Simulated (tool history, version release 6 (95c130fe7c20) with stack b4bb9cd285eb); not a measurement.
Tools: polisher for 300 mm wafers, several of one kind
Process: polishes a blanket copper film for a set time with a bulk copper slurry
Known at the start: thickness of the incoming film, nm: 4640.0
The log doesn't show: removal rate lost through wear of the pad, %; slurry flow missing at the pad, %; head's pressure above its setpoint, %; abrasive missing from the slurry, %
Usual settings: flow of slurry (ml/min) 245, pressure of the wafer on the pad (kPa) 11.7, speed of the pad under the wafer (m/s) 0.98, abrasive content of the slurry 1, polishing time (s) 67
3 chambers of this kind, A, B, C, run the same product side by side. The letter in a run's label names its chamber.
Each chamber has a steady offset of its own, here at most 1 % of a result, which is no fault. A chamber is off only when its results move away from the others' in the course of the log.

run    day  flow of slurry (ml/min)  pressure of the wafer on the pad (kPa)  speed of the pad under the wafer (m/s)  abrasive content of the slurry  polishing time (s)  wafers polished on this pad  hours since the slurry nozzle was cleaned  hours since the head pressure was calibrated  hours since the slurry blender was calibrated  film removed (Å)
 1B  0.138                      245                                    11.7                                    0.98                               1                  67                          200                                      409.3                                         112.4                                           24.6            2906.7
 2C  0.288                      245                                    11.7                                    0.98                               1                  67                          395                                      259.4                                         232.6                                          376.2            2966.8
 3A  0.442                      245                                    11.7                                    0.98                               1                  67                          590                                      335.3                                         119.5                                          250.3              2929
 4C  0.546                      245                                    11.7                                    0.98                               1                  67                          487                                      265.6                                         238.8                                          382.4            2973.5
 5B  0.671                      245                                    11.7                                    0.98                               1                  67                          390                                      422.1                                         125.2                                           37.4            2862.8
     0.688  -- chamber A: slurry nozzle cleaned
 6A  0.788                      245                                    11.7                                    0.98                               1                  67                          713                                        2.4                                         127.8                                          258.6            2986.8
 7A  0.975                      245                                    11.7                                    0.98                               1                  67                          780                                        6.9                                         132.3                                          263.1            2947.5
 8B  1.117                      245                                    11.7                                    0.98                               1                  67                          549                                      432.8                                         135.9                                           48.1            2903.4
 9C  1.267                      245                                    11.7                                    0.98                               1                  67                          744                                      282.9                                         256.1                                          399.7            3015.3
10A  1.467                      245                                    11.7                                    0.98                               1                  67                          956                                       18.7                                         144.1                                          274.9            3039.9
11C  1.592                      245                                    11.7                                    0.98                               1                  67                          861                                      290.7                                         263.9                                          407.5            3064.1
12B  1.708                      245                                    11.7                                    0.98                               1                  67                          761                                        447                                         150.1                                           62.3            2953.7
13B  1.904                      245                                    11.7                                    0.98                               1                  67                          831                                      451.7                                         154.8                                             67            2870.1
14C  2.038                      175                                    11.7                                    0.98                               1                  67                         1020                                      301.4                                         274.6                                          418.2            2869.6
     2.054  -- chamber A: worn pad replaced by a new one
15A  2.167                      175                                    11.7                                    0.98                               1                  67                           41                                       35.5                                         160.9                                          291.7            2887.8
16A  2.283                      175                                    11.7                                    0.98                               1                  67                           82                                       38.3                                         163.7                                          294.5              2851
17C  2.471                      245                                    13.1                                    0.98                               1                  67                         1175                                      311.8                                           285                                          428.6            3254.2
     2.479  -- chamber A: slurry blender recalibrated
     2.508  -- chamber C: slurry blender recalibrated
     2.604  -- chamber C: head pressure recalibrated
18B  2.608                      245                                    13.1                                    0.98                               1                  67                         1082                                      468.6                                         171.7                                           83.9            3318.8
19C  2.738                      245                                    13.1                                    0.98                               1                  67                         1270                                      318.2                                           3.3                                            5.6            3263.7
20A  2.846                      245                                    11.7                                    0.98                               1                  67                          283                                       51.8                                         177.2                                            8.9            2941.1
21B  2.954                      245                                    11.7                                    0.98                               1                  67                         1206                                      476.9                                           180                                           92.2              2900
     3.125  -- chamber B: slurry nozzle cleaned
22B  3.138                      245                                    11.7                                    0.98                               1                  67                         1271                                        0.4                                         184.4                                           96.6            2946.9
23C  3.338                      245                                    11.7                                    0.98                               1                  67                         1484                                      332.6                                          17.7                                             20            2896.6
24A  3.479                      245                                    11.7                                    0.98                               1                  67                          510                                         67                                         192.4                                           24.1            3010.8
     3.654  -- chamber B: worn pad replaced by a new one
25A  3.658                      245                                       9                                    0.98                             0.8                  67                          574                                       71.3                                         196.7                                           28.4            2183.6
26C  3.817                      245                                       9                                    0.98                             0.8                  67                         1655                                      344.1                                          29.2                                           31.5            2039.2
27B  3.979                      245                                       9                                    0.98                             0.8                  67                          116                                       20.6                                         204.6                                          116.8            2149.7
28A  4.083                      245                                    11.7                                    0.98                               1                  57                          725                                       81.5                                         206.9                                           38.6            2592.6
29B  4.212                      245                                    11.7                                    0.98                               1                  57                          200                                       26.2                                         210.2                                          122.4            2506.9
30C  4.358                      245                                    11.7                                    0.98                               1                  57                         1849                                      357.1                                          42.2                                           44.5            2319.7
31B  4.479                      245                                    11.7                                    0.98                               1                  67                          295                                       32.6                                         216.6                                          128.8            2943.8
32A  4.646                      245                                    11.7                                    0.98                               1                  67                          926                                         95                                         220.4                                           52.1            2955.6
33C  4.846                      245                                    11.7                                    0.98                               1                  88                         2023                                      368.8                                          53.9                                           56.2            3531.8
34A  5.017                      245                                    11.7                                    0.98                               1                  88                         1059                                      103.9                                         229.3                                             61            3903.1
35C  5.208                      245                                    11.7                                    0.98                               1                  88                         2153                                      377.5                                          62.6                                           64.9            3524.9
36B  5.396                      245                                    11.7                                    0.98                               1                  67                          622                                       54.6                                         238.6                                          150.8            2988.5
37B  5.571                      315                                    11.7                                    0.98                               1                  67                          685                                       58.8                                         242.8                                            155              3096

What goes on in this fleet: one chamber off, a drifting gauge, or nothing beyond the chambers' own small offsets? Name the chamber and the cause, if any.

Chamber C drifts away from the others.
Cause: removal rate lost through wear of the pad, % = 12.

Here are 4 candidates for chamber C's next run, each the usual settings with a change, their results left as question marks. Which one brings its results back in line with what the others give on the usual settings?
In line means no further than this from the other chambers' mean on the usual settings: film removed (Å) 140
38C-1  5.717                      245                                      11                                    0.98                               1                  63                                                                                                                                                                                      ?
38C-2  5.717                      250                                    11.7                                     1.1                               1                  67                                                                                                                                                                                      ?
38C-3  5.717                      245                                    11.7                                    0.98                               1                  69                                                                                                                                                                                      ?
38C-4  5.717                      245                                    11.7                                    0.96                               1                  67                                                                                                                                                                                      ?

The other chambers' mean on the usual settings: film removed (Å) 2968.9
  run  film removed (Å)
38C-1            2355.9
38C-2            2992.6
38C-3              2744
38C-4            2610.9
38C-2 brings the chamber back in line.
